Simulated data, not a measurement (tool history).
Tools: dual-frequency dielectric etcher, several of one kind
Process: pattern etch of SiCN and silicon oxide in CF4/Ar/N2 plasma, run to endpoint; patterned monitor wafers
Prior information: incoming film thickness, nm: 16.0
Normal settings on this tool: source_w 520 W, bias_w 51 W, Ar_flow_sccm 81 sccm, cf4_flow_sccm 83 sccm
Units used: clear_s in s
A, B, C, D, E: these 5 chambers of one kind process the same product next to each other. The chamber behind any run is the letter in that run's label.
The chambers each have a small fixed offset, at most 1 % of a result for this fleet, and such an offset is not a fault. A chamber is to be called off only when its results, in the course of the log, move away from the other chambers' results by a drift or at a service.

{"run": "1D", "hour": 8.2, "source_w": 520, "bias_w": 51, "Ar_flow_sccm": 81, "cf4_flow_sccm": 83, "clear_s": 17.563}
{"run": "2B", "hour": 17.2, "source_w": 520, "bias_w": 51, "Ar_flow_sccm": 81, "cf4_flow_sccm": 83, "clear_s": 17.114}
{"run": "3C", "hour": 25.0, "source_w": 520, "bias_w": 51, "Ar_flow_sccm": 81, "cf4_flow_sccm": 83, "clear_s": 17.057}
{"run": "4E", "hour": 29.0, "source_w": 520, "bias_w": 51, "Ar_flow_sccm": 81, "cf4_flow_sccm": 83, "clear_s": 17.476}
{"run": "5A", "hour": 36.2, "source_w": 520, "bias_w": 51, "Ar_flow_sccm": 81, "cf4_flow_sccm": 83, "clear_s": 17.164}
{"run": "6D", "hour": 42.7, "source_w": 520, "bias_w": 51, "Ar_flow_sccm": 81, "cf4_flow_sccm": 83, "clear_s": 17.339}
{"hour": 49.6, "done": "chamber B: wet clean of the chamber"}
{"run": "7E", "hour": 50.5, "source_w": 520, "bias_w": 51, "Ar_flow_sccm": 81, "cf4_flow_sccm": 83, "clear_s": 17.371}
{"run": "8A", "hour": 55.4, "source_w": 520, "bias_w": 51, "Ar_flow_sccm": 81, "cf4_flow_sccm": 83, "clear_s": 17.56}
{"run": "9C", "hour": 61.2, "source_w": 520, "bias_w": 51, "Ar_flow_sccm": 81, "cf4_flow_sccm": 83, "clear_s": 17.239}
{"run": "10B", "hour": 68.2, "source_w": 520, "bias_w": 51, "Ar_flow_sccm": 81, "cf4_flow_sccm": 69, "clear_s": 17.67}
{"run": "11E", "hour": 75.1, "source_w": 520, "bias_w": 51, "Ar_flow_sccm": 81, "cf4_flow_sccm": 69, "clear_s": 17.946}
{"run": "12D", "hour": 83.9, "source_w": 520, "bias_w": 51, "Ar_flow_sccm": 81, "cf4_flow_sccm": 69, "clear_s": 17.719}
{"run": "13A", "hour": 89.0, "source_w": 520, "bias_w": 51, "Ar_flow_sccm": 81, "cf4_flow_sccm": 69, "clear_s": 17.842}
{"run": "14B", "hour": 93.9, "source_w": 520, "bias_w": 51, "Ar_flow_sccm": 81, "cf4_flow_sccm": 69, "clear_s": 17.702}
{"run": "15C", "hour": 101.2, "source_w": 520, "bias_w": 51, "Ar_flow_sccm": 81, "cf4_flow_sccm": 83, "clear_s": 17.431}
{"run": "16C", "hour": 107.4, "source_w": 520, "bias_w": 51, "Ar_flow_sccm": 81, "cf4_flow_sccm": 83, "clear_s": 17.138}
{"run": "17A", "hour": 113.7, "source_w": 520, "bias_w": 51, "Ar_flow_sccm": 81, "cf4_flow_sccm": 83, "clear_s": 17.01}
{"run": "18E", "hour": 121.7, "source_w": 520, "bias_w": 51, "Ar_flow_sccm": 81, "cf4_flow_sccm": 83, "clear_s": 17.237}
{"run": "19B", "hour": 127.6, "source_w": 430, "bias_w": 51, "Ar_flow_sccm": 74, "cf4_flow_sccm": 83, "clear_s": 19.933}
{"run": "20D", "hour": 132.0, "source_w": 430, "bias_w": 51, "Ar_flow_sccm": 74, "cf4_flow_sccm": 83, "clear_s": 20.08}
{"run": "21B", "hour": 137.2, "source_w": 430, "bias_w": 51, "Ar_flow_sccm": 74, "cf4_flow_sccm": 83, "clear_s": 20.011}
{"run": "22C", "hour": 141.5, "source_w": 430, "bias_w": 51, "Ar_flow_sccm": 74, "cf4_flow_sccm": 83, "clear_s": 20.267}
{"run": "23A", "hour": 147.7, "source_w": 430, "bias_w": 51, "Ar_flow_sccm": 74, "cf4_flow_sccm": 83, "clear_s": 20.109}
{"run": "24D", "hour": 153.5, "source_w": 520, "bias_w": 51, "Ar_flow_sccm": 81, "cf4_flow_sccm": 83, "clear_s": 17.256}
{"run": "25E", "hour": 158.6, "source_w": 520, "bias_w": 51, "Ar_flow_sccm": 81, "cf4_flow_sccm": 83, "clear_s": 17.235}
{"run": "26D", "hour": 162.8, "source_w": 520, "bias_w": 51, "Ar_flow_sccm": 81, "cf4_flow_sccm": 83, "clear_s": 17.105}
{"run": "27B", "hour": 170.5, "source_w": 520, "bias_w": 51, "Ar_flow_sccm": 81, "cf4_flow_sccm": 83, "clear_s": 17.159}
{"run": "28E", "hour": 175.5, "source_w": 520, "bias_w": 51, "Ar_flow_sccm": 81, "cf4_flow_sccm": 83, "clear_s": 17.156}
{"run": "29A", "hour": 180.9, "source_w": 520, "bias_w": 51, "Ar_flow_sccm": 81, "cf4_flow_sccm": 83, "clear_s": 17.041}
{"run": "30C", "hour": 186.3, "source_w": 520, "bias_w": 51, "Ar_flow_sccm": 81, "cf4_flow_sccm": 83, "clear_s": 17.061}
{"run": "31D", "hour": 194.0, "source_w": 520, "bias_w": 51, "Ar_flow_sccm": 81, "cf4_flow_sccm": 83, "clear_s": 17.277}
{"run": "32B", "hour": 202.1, "source_w": 560, "bias_w": 51, "Ar_flow_sccm": 81, "cf4_flow_sccm": 83, "clear_s": 15.907}
{"run": "33C", "hour": 208.8, "source_w": 560, "bias_w": 51, "Ar_flow_sccm": 81, "cf4_flow_sccm": 83, "clear_s": 16.282}
{"run": "34A", "hour": 214.9, "source_w": 560, "bias_w": 51, "Ar_flow_sccm": 81, "cf4_flow_sccm": 83, "clear_s": 16.189}
{"run": "35E", "hour": 222.5, "source_w": 560, "bias_w": 51, "Ar_flow_sccm": 81, "cf4_flow_sccm": 83, "clear_s": 16.313}
{"run": "36E", "hour": 229.4, "source_w": 560, "bias_w": 51, "Ar_flow_sccm": 81, "cf4_flow_sccm": 83, "clear_s": 16.109}
{"run": "37B", "hour": 235.7, "source_w": 520, "bias_w": 51, "Ar_flow_sccm": 81, "cf4_flow_sccm": 83, "clear_s": 17.124}
{"run": "38C", "hour": 242.4, "source_w": 520, "bias_w": 51, "Ar_flow_sccm": 81, "cf4_flow_sccm": 83, "clear_s": 17.214}

Predict what each chamber gives when all 5 of them run the settings below next.
{"run": "39A", "hour": 248.9, "source_w": 520, "bias_w": 51, "Ar_flow_sccm": 93, "cf4_flow_sccm": 83, "clear_s": "?"}
{"run": "39B", "hour": 248.9, "source_w": 520, "bias_w": 51, "Ar_flow_sccm": 93, "cf4_flow_sccm": 83, "clear_s": "?"}
{"run": "39C", "hour": 248.9, "source_w": 520, "bias_w": 51, "Ar_flow_sccm": 93, "cf4_flow_sccm": 83, "clear_s": "?"}
{"run": "39D", "hour": 248.9, "source_w": 520, "bias_w": 51, "Ar_flow_sccm": 93, "cf4_flow_sccm": 83, "clear_s": "?"}
{"run": "39E", "hour": 248.9, "source_w": 520, "bias_w": 51, "Ar_flow_sccm": 93, "cf4_flow_sccm": 83, "clear_s": "?"}

run=39A clear_s=17.283
run=39B clear_s=17.452
run=39C clear_s=17.82
run=39D clear_s=17.963
run=39E clear_s=17.437
